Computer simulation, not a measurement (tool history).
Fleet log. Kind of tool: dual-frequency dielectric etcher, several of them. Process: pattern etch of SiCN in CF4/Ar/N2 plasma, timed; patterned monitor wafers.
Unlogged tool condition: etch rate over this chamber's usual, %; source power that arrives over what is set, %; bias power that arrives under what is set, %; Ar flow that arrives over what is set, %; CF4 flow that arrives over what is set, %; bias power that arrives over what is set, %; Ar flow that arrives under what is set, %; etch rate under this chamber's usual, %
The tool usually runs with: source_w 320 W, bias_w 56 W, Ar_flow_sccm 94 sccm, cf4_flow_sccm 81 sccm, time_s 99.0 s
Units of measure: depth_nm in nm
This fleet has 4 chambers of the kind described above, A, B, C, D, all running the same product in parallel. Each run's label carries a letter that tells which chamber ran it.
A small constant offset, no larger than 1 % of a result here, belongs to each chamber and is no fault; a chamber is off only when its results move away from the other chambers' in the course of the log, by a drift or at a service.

run     day  source_w  bias_w  Ar_flow_sccm  cf4_flow_sccm  time_s  hours since the last wet clean  hours since the last source power generator calibration  hours since the last bias power generator calibration  hours since the last Ar flow controller change  hours since the last CF4 flow controller change  read-back reference wafer on the same gauge, depth_nm  depth_nm
 1A   0.500       320      56            94             81    99.0                           182.9                                                   2017.4                                                 3551.5                                          4415.4                                           1375.1                                                 48.388    59.307
 2D   1.012       320      56            94             81    99.0                           139.3                                                   3020.7                                                 3605.0                                          1935.4                                           2611.6                                                 48.458    60.228
 3C   1.333       320      56            94             81    99.0                           150.5                                                   2811.2                                                 3013.6                                           845.4                                           1440.9                                                 48.398    59.834
 4B   1.712       320      56            94             81    99.0                           222.2                                                    463.8                                                 2040.2                                          5155.5                                           3477.5                                                 48.412    59.983
 5C   2.046       320      56            84             81    99.0                           167.6                                                   2828.3                                                 3030.7                                           862.5                                           1458.0                                                 48.352    60.474
 6A   2.271       320      56            84             81    99.0                           225.4                                                   2059.9                                                 3594.0                                          4457.9                                           1417.6                                                 48.387    60.587
 7D   2.621       320      56            84             81    99.0                           177.9                                                   3059.3                                                 3643.6                                          1974.0                                           2650.2                                                 48.369    60.984
 8B   3.025       320      56            84             81    99.0                           253.7                                                    495.3                                                 2071.7                                          5187.0                                           3509.0                                                 48.399    60.524
 9C   3.492       320      43            94             81    78.5                           202.3                                                   2863.0                                                 3065.4                                           897.2                                           1492.7                                                 48.442    43.578
10A   3.838       320      43            94             81    78.5                           263.0                                                   2097.5                                                 3631.6                                          4495.5                                           1455.2                                                 48.411    43.634
11D   4.242       320      43            94             81    78.5                           216.8                                                   3098.2                                                 3682.5                                          2012.9                                           2689.1                                                 48.357    43.754
12B   4.542       320      43            94             81    78.5                           290.1                                                    531.7                                                 2108.1                                          5223.4                                           3545.4                                                 48.386    43.787
13A   4.946       320      56            94             81    99.0                           289.6                                                   2124.1                                                 3658.2                                          4522.1                                           1481.8                                                 48.379    59.349
14B   5.229       320      56            94             81    99.0                           306.6                                                    548.2                                                 2124.6                                          5239.9                                           3561.9                                                 48.392    59.879
15D   5.479       320      56            94             81    99.0                           246.5                                                   3127.9                                                 3712.2                                          2042.6                                           2718.8                                                 48.398    60.179
16C   5.792       320      56            94             90    99.0                           257.5                                                   2918.2                                                 3120.6                                           952.4                                           1547.9                                                 48.373    60.228
17C   6.267       320      56            94             90    99.0                           268.9                                                   2929.6                                                 3132.0                                           963.8                                           1559.3                                                 48.424    60.765
18B   6.546       320      56            94             90    99.0                           338.2                                                    579.8                                                 2156.2                                          5271.5                                           3593.5                                                 48.424    60.143
19A   6.938       320      56            94             90    99.0                           337.4                                                   2171.9                                                 3706.0                                          4569.9                                           1529.6                                                 48.367    61.214
20D   7.329       320      56            94             81    99.0                           290.9                                                   3172.3                                                 3756.6                                          2087.0                                           2763.2                                                 48.394    60.384
21C   7.738       320      56            94             81    99.0                           304.2                                                   2964.9                                                 3167.3                                           999.1                                           1594.6                                                 48.404    59.568
22A   8.188       320      56            94             81    99.0                           367.4                                                   2201.9                                                 3736.0                                          4599.9                                           1559.6                                                 48.403    59.564
23B   8.521       320      56            94             81    99.0                           385.6                                                    627.2                                                 2203.6                                          5318.9                                           3640.9                                                 48.397    60.222
24D   8.992       320      56            94             81    99.0                           330.8                                                   3212.2                                                 3796.5                                          2126.9                                           2803.1                                                 48.420    60.457
      9.325  -- chamber D: bias power generator calibrated
      9.467  -- chamber B: wet clean of the chamber
25B   9.508       320      56            94             81    99.0                             1.0                                                    650.9                                                 2227.3                                          5342.6                                           3664.6                                                 48.423    62.765
26A  10.000       320      56            94             81    99.0                           410.9                                                   2245.4                                                 3779.5                                          4643.4                                           1603.1                                                 48.428    59.878
27D  10.321       320      56            94             81    99.0                           362.7                                                   3244.1                                                   24.0                                          2158.8                                           2835.0                                                 48.383    60.310
28C  10.608       320      56            94             81    99.0                           373.1                                                   3033.8                                                 3236.2                                          1068.0                                           1663.5                                                 48.437    59.367
29C  10.979       320      56            94             81    99.0                           382.0                                                   3042.7                                                 3245.1                                          1076.9                                           1672.4                                                 48.446    59.641
30D  11.217       320      56            94             81    99.0                           384.2                                                   3265.6                                                   45.5                                          2180.3                                           2856.5                                                 48.409    60.605
31A  11.704       390      47            94             81    99.0                           451.8                                                   2286.3                                                 3820.4                                          4684.3                                           1644.0                                                 48.381    67.676
32B  12.125       390      47            94             81    99.0                            63.8                                                    713.7                                                 2290.1                                          5405.4                                           3727.4                                                 48.358    70.650
33D  12.388       390      47            94             81    99.0                           412.3                                                   3293.7                                                   73.6                                          2208.4                                           2884.6                                                 48.438    67.891
34A  12.833       390      47            94             81    99.0                           478.9                                                   2313.4                                                 3847.5                                          4711.4                                           1671.1                                                 48.400    67.669
     13.100  -- chamber A: source power generator calibrated
35C  13.317       320      56            94             81    99.0                           438.1                                                   3098.8                                                 3301.2                                          1133.0                                           1728.5                                                 48.456    59.667
36B  13.758       320      56            94             81    99.0                           103.0                                                    752.9                                                 2329.3                                          5444.6                                           3766.6                                                 48.375    62.803
37A  14.196       320      56            94             64    99.0                           511.6                                                     26.4                                                 3880.2                                          4744.1                                           1703.8                                                 48.405    57.655
38B  14.658       320      56            94             64    99.0                           124.6                                                    774.5                                                 2350.9                                          5466.2                                           3788.2                                                 48.400    59.983
39D  14.992       320      56            94             64    99.0                           474.8                                                   3356.2                                                  136.1                                          2270.9                                           2947.1                                                 48.362    57.911
40C  15.308       320      56            94             64    99.0                           485.9                                                   3146.6                                                 3349.0                                          1180.8                                           1776.3                                                 48.445    57.715
41D  15.825       320      56            94             81    99.0                           494.8                                                   3376.2                                                  156.1                                          2290.9                                           2967.1                                                 48.359    60.301
42B  16.158       320      56            94             81    99.0                           160.6                                                    810.5                                                 2386.9                                          5502.2                                           3824.2                                                 48.390    62.223

Which is it: a chamber that has drifted or been left off by a service, a gauge drift common to all chambers, or only each chamber's usual small offset? If a chamber is off, name it and its likeliest cause.

Chamber B has stood off from the others ever since a service on it.
Most likely cause: etch rate over this chamber's usual, % = 4.43.

Which of the 4 candidates below, each the usual settings with something changed and its results left as question marks, puts chamber B back in line with what the other chambers give on the usual settings?
In line means no further than this from the other chambers' mean on the usual settings: depth_nm 0.800 nm
43B-1  16.529       320      56            94             81   100.0                                                                                                                                                                                                                                                                                                                 ?
43B-2  16.529       320      56           120             81    99.0                                                                                                                                                                                                                                                                                                                 ?
43B-3  16.529       320      56            94             81    98.0                                                                                                                                                                                                                                                                                                                 ?
43B-4  16.529       320      63            94             81    99.0                                                                                                                                                                                                                                                                                                                 ?

The other chambers' mean on the usual settings: depth_nm 59.855 nm
  run  depth_nm
43B-1    63.004
43B-2    60.112
43B-3    61.744
43B-4    64.813
It is 43B-2 that realigns the chamber with its peers.
